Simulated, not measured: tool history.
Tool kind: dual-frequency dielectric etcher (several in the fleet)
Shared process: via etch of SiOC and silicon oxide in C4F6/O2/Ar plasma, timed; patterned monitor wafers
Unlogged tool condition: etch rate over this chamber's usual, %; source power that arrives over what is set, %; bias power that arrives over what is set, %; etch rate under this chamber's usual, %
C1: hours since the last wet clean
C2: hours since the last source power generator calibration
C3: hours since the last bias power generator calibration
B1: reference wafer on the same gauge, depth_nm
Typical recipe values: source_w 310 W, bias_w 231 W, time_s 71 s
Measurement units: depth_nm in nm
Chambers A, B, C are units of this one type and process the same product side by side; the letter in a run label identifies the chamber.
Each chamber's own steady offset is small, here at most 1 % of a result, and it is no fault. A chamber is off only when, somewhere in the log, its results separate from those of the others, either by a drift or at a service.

run 1A hour=10.2 | source_w=310 bias_w=231 time_s=71 | C1=346.3 C2=827 C3=360.9 | B1=82.001 | depth_nm=78.666
run 2B hour=21.3 | source_w=310 bias_w=231 time_s=71 | C1=407.5 C2=108.4 C3=1743.1 | B1=82.056 | depth_nm=78.42
run 3C hour=29.3 | source_w=310 bias_w=231 time_s=71 | C1=466.4 C2=595.3 C3=1096.6 | B1=82.032 | depth_nm=79.067
run 4C hour=37.8 | source_w=310 bias_w=231 time_s=71 | C1=474.9 C2=603.8 C3=1105.1 | B1=82.002 | depth_nm=78.801
run 5A hour=43.3 | source_w=310 bias_w=231 time_s=71 | C1=379.4 C2=860.1 C3=394 | B1=82.039 | depth_nm=78.967
run 6B hour=50.3 | source_w=310 bias_w=231 time_s=71 | C1=436.5 C2=137.4 C3=1772.1 | B1=82.054 | depth_nm=78.324
run 7B hour=61.4 | source_w=280 bias_w=266 time_s=71 | C1=447.6 C2=148.5 C3=1783.2 | B1=82.05 | depth_nm=79.096
run 8A hour=70.3 | source_w=280 bias_w=266 time_s=71 | C1=406.4 C2=887.1 C3=421 | B1=82.003 | depth_nm=79.293
run 9C hour=79.5 | source_w=280 bias_w=266 time_s=71 | C1=516.6 C2=645.5 C3=1146.8 | B1=81.984 | depth_nm=79.577
-- hour=80.2 chamber C: wet clean of the chamber
run 10C hour=87 | source_w=310 bias_w=231 time_s=56 | C1=6.8 C2=653 C3=1154.3 | B1=81.992 | depth_nm=63.095
run 11B hour=92.5 | source_w=310 bias_w=231 time_s=56 | C1=478.7 C2=179.6 C3=1814.3 | B1=82.002 | depth_nm=61.649
run 12A hour=98.5 | source_w=310 bias_w=231 time_s=56 | C1=434.6 C2=915.3 C3=449.2 | B1=81.995 | depth_nm=62.28
run 13B hour=108.6 | source_w=310 bias_w=231 time_s=71 | C1=494.8 C2=195.7 C3=1830.4 | B1=81.987 | depth_nm=78.303
run 14A hour=113.8 | source_w=310 bias_w=231 time_s=71 | C1=449.9 C2=930.6 C3=464.5 | B1=81.991 | depth_nm=79.058
run 15C hour=119.1 | source_w=310 bias_w=231 time_s=71 | C1=38.9 C2=685.1 C3=1186.4 | B1=82.016 | depth_nm=79.903
run 16A hour=125 | source_w=310 bias_w=231 time_s=71 | C1=461.1 C2=941.8 C3=475.7 | B1=82.007 | depth_nm=78.708
run 17B hour=134 | source_w=310 bias_w=231 time_s=71 | C1=520.2 C2=221.1 C3=1855.8 | B1=82.019 | depth_nm=78.223
run 18C hour=140.7 | source_w=310 bias_w=231 time_s=71 | C1=60.5 C2=706.7 C3=1208 | B1=82.037 | depth_nm=79.939
run 19B hour=148 | source_w=310 bias_w=231 time_s=71 | C1=534.2 C2=235.1 C3=1869.8 | B1=82.007 | depth_nm=78.263
run 20C hour=153.7 | source_w=370 bias_w=231 time_s=60.5 | C1=73.5 C2=719.7 C3=1221 | B1=82.003 | depth_nm=73.299
run 21A hour=160 | source_w=370 bias_w=231 time_s=60.5 | C1=496.1 C2=976.8 C3=510.7 | B1=81.956 | depth_nm=71.456
run 22A hour=170.5 | source_w=370 bias_w=231 time_s=60.5 | C1=506.6 C2=987.3 C3=521.2 | B1=81.997 | depth_nm=71.664
run 23C hour=180.8 | source_w=310 bias_w=231 time_s=71 | C1=100.6 C2=746.8 C3=1248.1 | B1=82.01 | depth_nm=79.888

For the next run the whole fleet of 3 chambers uses the same settings. Give each chamber's results:
run 24A hour=189.1 | source_w=310 bias_w=231 time_s=53 | depth_nm=?
run 24B hour=189.1 | source_w=310 bias_w=231 time_s=53 | depth_nm=?
run 24C hour=189.1 | source_w=310 bias_w=231 time_s=53 | depth_nm=?

run=24A depth_nm=58.654
run=24B depth_nm=58.325
run=24C depth_nm=59.941
